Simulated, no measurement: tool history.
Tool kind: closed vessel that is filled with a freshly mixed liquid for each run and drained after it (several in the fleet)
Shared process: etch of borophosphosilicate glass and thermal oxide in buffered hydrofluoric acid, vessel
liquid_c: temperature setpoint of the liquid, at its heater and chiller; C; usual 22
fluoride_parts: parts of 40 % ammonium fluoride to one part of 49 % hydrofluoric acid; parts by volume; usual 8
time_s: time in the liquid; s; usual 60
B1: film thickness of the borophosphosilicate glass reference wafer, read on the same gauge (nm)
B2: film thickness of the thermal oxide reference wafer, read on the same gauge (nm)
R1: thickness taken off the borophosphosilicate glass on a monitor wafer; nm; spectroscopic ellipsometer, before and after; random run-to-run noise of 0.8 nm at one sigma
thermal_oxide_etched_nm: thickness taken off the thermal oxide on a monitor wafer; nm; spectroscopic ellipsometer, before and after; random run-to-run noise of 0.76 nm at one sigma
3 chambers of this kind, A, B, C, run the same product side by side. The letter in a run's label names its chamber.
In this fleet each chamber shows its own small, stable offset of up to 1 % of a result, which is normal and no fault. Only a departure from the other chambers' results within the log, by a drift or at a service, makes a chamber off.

run 1B hour=16.8 | liquid_c=22 fluoride_parts=8 time_s=60 | B1=60.019 B2=59.994 | R1=160.32 thermal_oxide_etched_nm=77.138
-- hour=20.1 chamber C: hydrofluoric acid flow meter replaced
run 2A hour=25.3 | liquid_c=22 fluoride_parts=8 time_s=60 | B1=59.985 B2=60.004 | R1=160.32 thermal_oxide_etched_nm=77.197
run 3C hour=41.7 | liquid_c=22 fluoride_parts=8 time_s=60 | B1=60.02 B2=60.006 | R1=161.91 thermal_oxide_etched_nm=76.347
run 4C hour=56.3 | liquid_c=22 fluoride_parts=8 time_s=60 | B1=60.006 B2=60.001 | R1=163.14 thermal_oxide_etched_nm=75.226
run 5B hour=63.8 | liquid_c=22 fluoride_parts=8 time_s=60 | B1=59.999 B2=60.005 | R1=161.22 thermal_oxide_etched_nm=76.273
run 6A hour=74.2 | liquid_c=22 fluoride_parts=8 time_s=90 | B1=59.975 B2=60.001 | R1=242.47 thermal_oxide_etched_nm=114.96
run 7C hour=82.6 | liquid_c=22 fluoride_parts=8 time_s=90 | B1=60 B2=60.007 | R1=244.22 thermal_oxide_etched_nm=116.18
run 8B hour=94 | liquid_c=22 fluoride_parts=8 time_s=90 | B1=60.001 B2=60.001 | R1=242.23 thermal_oxide_etched_nm=115.68
run 9A hour=101.3 | liquid_c=22 fluoride_parts=8 time_s=60 | B1=59.999 B2=60.018 | R1=161.88 thermal_oxide_etched_nm=76.914
run 10B hour=115.8 | liquid_c=22 fluoride_parts=8 time_s=60 | B1=60.009 B2=59.98 | R1=160.74 thermal_oxide_etched_nm=76.618
run 11C hour=131.5 | liquid_c=22 fluoride_parts=8 time_s=60 | B1=59.995 B2=59.995 | R1=161.43 thermal_oxide_etched_nm=76.705
run 12A hour=140 | liquid_c=22 fluoride_parts=8 time_s=60 | B1=60.004 B2=59.988 | R1=160.11 thermal_oxide_etched_nm=77.754
run 13A hour=148.7 | liquid_c=22 fluoride_parts=8 time_s=60 | B1=59.949 B2=60.01 | R1=161.65 thermal_oxide_etched_nm=77.521
-- hour=160.4 chamber C: thermometer replaced
run 14B hour=163.2 | liquid_c=22 fluoride_parts=8 time_s=60 | B1=60 B2=59.995 | R1=161.14 thermal_oxide_etched_nm=76.109
run 15C hour=173.3 | liquid_c=22 fluoride_parts=8 time_s=60 | B1=59.966 B2=60.007 | R1=160.88 thermal_oxide_etched_nm=76.421
run 16A hour=188.1 | liquid_c=22 fluoride_parts=8 time_s=60 | B1=59.997 B2=59.993 | R1=160.78 thermal_oxide_etched_nm=77.669
run 17B hour=196.7 | liquid_c=22 fluoride_parts=8 time_s=60 | B1=59.984 B2=59.989 | R1=161.41 thermal_oxide_etched_nm=77.863
run 18C hour=206.5 | liquid_c=22 fluoride_parts=8 time_s=60 | B1=59.988 B2=59.997 | R1=163.28 thermal_oxide_etched_nm=75.802
-- hour=207.1 chamber A: hydrofluoric acid flow meter replaced
run 19C hour=215.1 | liquid_c=22 fluoride_parts=8 time_s=60 | B1=59.992 B2=60 | R1=162.87 thermal_oxide_etched_nm=76.769
run 20A hour=230.5 | liquid_c=22 fluoride_parts=8 time_s=60 | B1=59.995 B2=60.012 | R1=159.79 thermal_oxide_etched_nm=76.088
run 21B hour=245.8 | liquid_c=22 fluoride_parts=8 time_s=60 | B1=59.943 B2=59.981 | R1=160.94 thermal_oxide_etched_nm=77.088
run 22A hour=254 | liquid_c=22 fluoride_parts=8 time_s=60 | B1=60.045 B2=59.998 | R1=161.87 thermal_oxide_etched_nm=75.143
run 23B hour=268.9 | liquid_c=22 fluoride_parts=8 time_s=60 | B1=60.03 B2=60.014 | R1=161.54 thermal_oxide_etched_nm=76.765
run 24C hour=283.8 | liquid_c=22 fluoride_parts=8 time_s=60 | B1=59.997 B2=60.003 | R1=163.4 thermal_oxide_etched_nm=76.813
run 25C hour=291.3 | liquid_c=20 fluoride_parts=8 time_s=60 | B1=60.029 B2=60.005 | R1=146.34 thermal_oxide_etched_nm=68.18
run 26B hour=307.1 | liquid_c=20 fluoride_parts=8 time_s=60 | B1=60.013 B2=59.998 | R1=143.8 thermal_oxide_etched_nm=68.986
run 27A hour=317.5 | liquid_c=20 fluoride_parts=8 time_s=60 | B1=60.003 B2=60.014 | R1=144.38 thermal_oxide_etched_nm=68.841
run 28B hour=328.6 | liquid_c=22 fluoride_parts=10 time_s=90 | B1=59.966 B2=59.999 | R1=199.59 thermal_oxide_etched_nm=95.193
run 29A hour=342.3 | liquid_c=22 fluoride_parts=10 time_s=90 | B1=59.98 B2=59.995 | R1=198.28 thermal_oxide_etched_nm=95.69

All chambers now run identical settings, listed one chamber a line with results as question marks. What results will each chamber show?
run 30A hour=354.3 | liquid_c=22 fluoride_parts=8 time_s=60 | R1=? thermal_oxide_etched_nm=?
run 30B hour=354.3 | liquid_c=22 fluoride_parts=8 time_s=60 | R1=? thermal_oxide_etched_nm=?
run 30C hour=354.3 | liquid_c=22 fluoride_parts=8 time_s=60 | R1=? thermal_oxide_etched_nm=?

run=30A R1=160.76 thermal_oxide_etched_nm=76.647
run=30B R1=161.25 thermal_oxide_etched_nm=76.702
run=30C R1=161.44 thermal_oxide_etched_nm=77.034
